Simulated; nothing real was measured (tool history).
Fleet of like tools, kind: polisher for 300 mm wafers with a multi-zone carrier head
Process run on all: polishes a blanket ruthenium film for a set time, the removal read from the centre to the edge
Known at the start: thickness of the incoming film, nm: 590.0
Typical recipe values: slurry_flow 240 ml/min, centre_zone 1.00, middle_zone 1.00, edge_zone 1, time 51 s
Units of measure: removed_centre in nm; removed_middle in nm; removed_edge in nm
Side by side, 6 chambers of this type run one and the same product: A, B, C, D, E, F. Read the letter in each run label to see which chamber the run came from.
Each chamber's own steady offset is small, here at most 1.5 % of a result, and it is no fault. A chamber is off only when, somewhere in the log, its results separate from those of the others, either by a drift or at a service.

run,hour,slurry_flow,centre_zone,middle_zone,edge_zone,time,wafers polished on this pad,hours since the slurry nozzle was cleaned,hours since the centre zone pressure was calibrated,hours since the edge zone pressure was calibrated,removed_centre,removed_middle,removed_edge
1B,3.3,240,1.00,1.00,1,51,514,60.1,404.9,692.8,42.395,41.483,41.848
# hour 6.5: chamber C: worn pad replaced by a new one
2E,8.8,240,1.00,1.00,1,51,530,280.6,1152.4,185.2,42.240,42.394,42.842
3A,14.4,240,1.00,1.00,1,51,675,169.7,394.1,427.4,40.754,42.873,41.271
4F,20.3,240,1.00,1.00,1,51,530,167.3,418.7,354.9,40.295,41.743,41.834
# hour 23.5: chamber B: edge zone pressure recalibrated
5D,26.2,240,1.00,1.00,1,51,1212,662.9,1055.5,430.4,40.414,41.744,41.683
# hour 31.1: chamber D: worn pad replaced by a new one
6C,31.4,320,1.00,1.00,1,51,210,106.4,793.8,949.8,42.072,42.980,42.290
7E,36.5,320,1.00,1.00,1,51,763,308.3,1180.1,212.9,43.581,43.756,42.952
8C,40.1,320,1.00,1.00,1,51,283,115.1,802.5,958.5,42.808,43.653,42.667
9D,45.4,320,1.00,1.00,1,51,120,682.1,1074.7,449.6,43.326,43.066,42.882
10B,51.4,320,1.00,1.00,1,51,919,108.2,453.0,28.0,43.728,43.821,42.200
11F,55.2,320,1.00,1.00,1,51,823,202.2,453.6,389.8,40.913,42.346,41.165
12A,58.1,240,1.00,1.00,1,51,1042,213.4,437.8,471.1,42.076,42.460,42.477
# hour 62.6: chamber B: worn pad replaced by a new one
# hour 62.9: chamber F: worn pad replaced by a new one
13F,63.9,240,1.00,1.00,1,51,9,210.9,462.3,398.5,40.458,41.269,41.540
# hour 66.6: chamber C: worn pad replaced by a new one
14E,67.3,240,1.00,1.00,1,51,1022,339.1,1210.9,243.7,41.675,42.370,42.033
15D,73.5,240,1.00,1.00,1,51,356,710.2,1102.8,477.7,41.719,41.274,42.595
# hour 75.2: chamber A: worn pad replaced by a new one
# hour 75.2: chamber A: slurry nozzle cleaned
16B,79.9,240,1.00,1.00,1,51,146,136.7,481.5,56.5,42.357,42.451,41.985
# hour 82.2: chamber D: slurry nozzle cleaned
17C,83.4,240,1.00,1.00,1,51,141,158.4,845.8,1001.8,40.486,41.843,41.389
18A,87.8,240,1.00,1.00,1,51,105,12.6,467.5,500.8,41.637,42.426,41.305
19C,93.7,240,1.00,1.00,1,51,228,168.7,856.1,1012.1,41.743,41.549,40.757
20D,97.5,240,1.00,1.00,1,51,558,15.3,1126.8,501.7,40.894,41.534,41.298
# hour 102.1: chamber A: centre zone pressure recalibrated
# hour 102.6: chamber D: centre zone pressure recalibrated
21A,103.1,240,1.00,1.00,1,51,234,27.9,1.0,516.1,43.051,42.134,41.520
22E,106.2,240,1.08,1.05,1,51,1349,378.0,1249.8,282.6,45.377,43.949,42.160
# hour 107.4: chamber E: worn pad replaced by a new one
23B,110.0,240,1.08,1.05,1,51,399,166.8,511.6,86.6,45.300,43.865,41.204
24F,115.4,240,1.08,1.05,1,51,441,262.4,513.8,450.0,43.516,42.112,41.048
# hour 119.4: chamber C: centre zone pressure recalibrated
25D,120.3,240,1.08,1.05,1,51,749,38.1,17.8,524.5,44.803,43.216,42.601
26E,124.5,240,1.08,1.05,1,51,144,396.3,1268.1,300.9,45.123,44.449,42.465
27B,130.0,240,1.08,1.05,1,51,567,186.8,531.6,106.6,46.378,43.790,41.585
# hour 130.8: chamber C: worn pad replaced by a new one
28C,135.4,240,1.00,1.00,1,51,39,210.4,16.0,1053.8,42.057,41.856,41.751
29F,141.1,240,1.00,1.00,1,51,657,288.1,539.5,475.7,40.188,40.318,40.346
30A,146.2,240,1.00,1.00,1,51,596,71.0,44.1,559.2,42.355,41.918,41.307
31F,151.3,240,1.00,1.00,1,51,743,298.3,549.7,485.9,38.960,39.095,40.511
32B,155.1,280,0.95,1.00,1,51,778,211.9,556.7,131.7,40.902,42.514,42.209
33D,160.7,280,0.95,1.00,1,51,1089,78.5,58.2,564.9,39.193,41.595,43.084
34A,165.9,280,0.95,1.00,1,51,762,90.7,63.8,578.9,40.030,43.103,43.488
35C,169.8,280,0.95,1.00,1,51,328,244.8,50.4,1088.2,39.873,42.884,42.933
36E,174.1,280,0.95,1.00,1,51,561,445.9,1317.7,350.5,40.630,43.070,42.664
# hour 174.3: chamber E: edge zone pressure recalibrated
37A,178.5,280,0.95,1.00,1,51,868,103.3,76.4,591.5,40.480,43.292,43.191
38E,182.9,240,1.00,1.00,1,51,635,454.7,1326.5,8.6,41.637,42.030,43.093

Is one chamber out of step, is the gauge drifting, or do the chambers differ by no more than their own small offsets? For an off chamber, give its letter and the likeliest cause.

Chamber F drifts away from the others.
Likeliest cause: slurry flow missing at the pad, % = 36.1.

Which of the 4 candidates below, each the usual settings with something changed and its results left as question marks, puts chamber F back in line with what the other chambers give on the usual settings?
A result is in line if it is within this distance of the other chambers' mean on the usual settings: removed_centre 1.900 nm; removed_middle 1.100 nm; removed_edge 1.900 nm
39F-1,187.5,250,1.03,1.01,0.98,54,,,,,?,?,?
39F-2,187.5,235,0.99,0.99,1.01,50,,,,,?,?,?
39F-3,187.5,230,0.97,0.99,1.02,48,,,,,?,?,?
39F-4,187.5,245,1.01,1.01,0.99,52,,,,,?,?,?

The other chambers' mean on the usual settings: removed_centre 41.889 nm; removed_middle 41.859 nm; removed_edge 41.937 nm
run,removed_centre,removed_middle,removed_edge
39F-1,41.786,41.662,41.785
39F-2,36.536,37.453,38.992
39F-3,34.122,35.807,37.515
39F-4,39.207,39.974,40.344
The answer is 39F-1, which returns the chamber to within the allowed miss of the others.
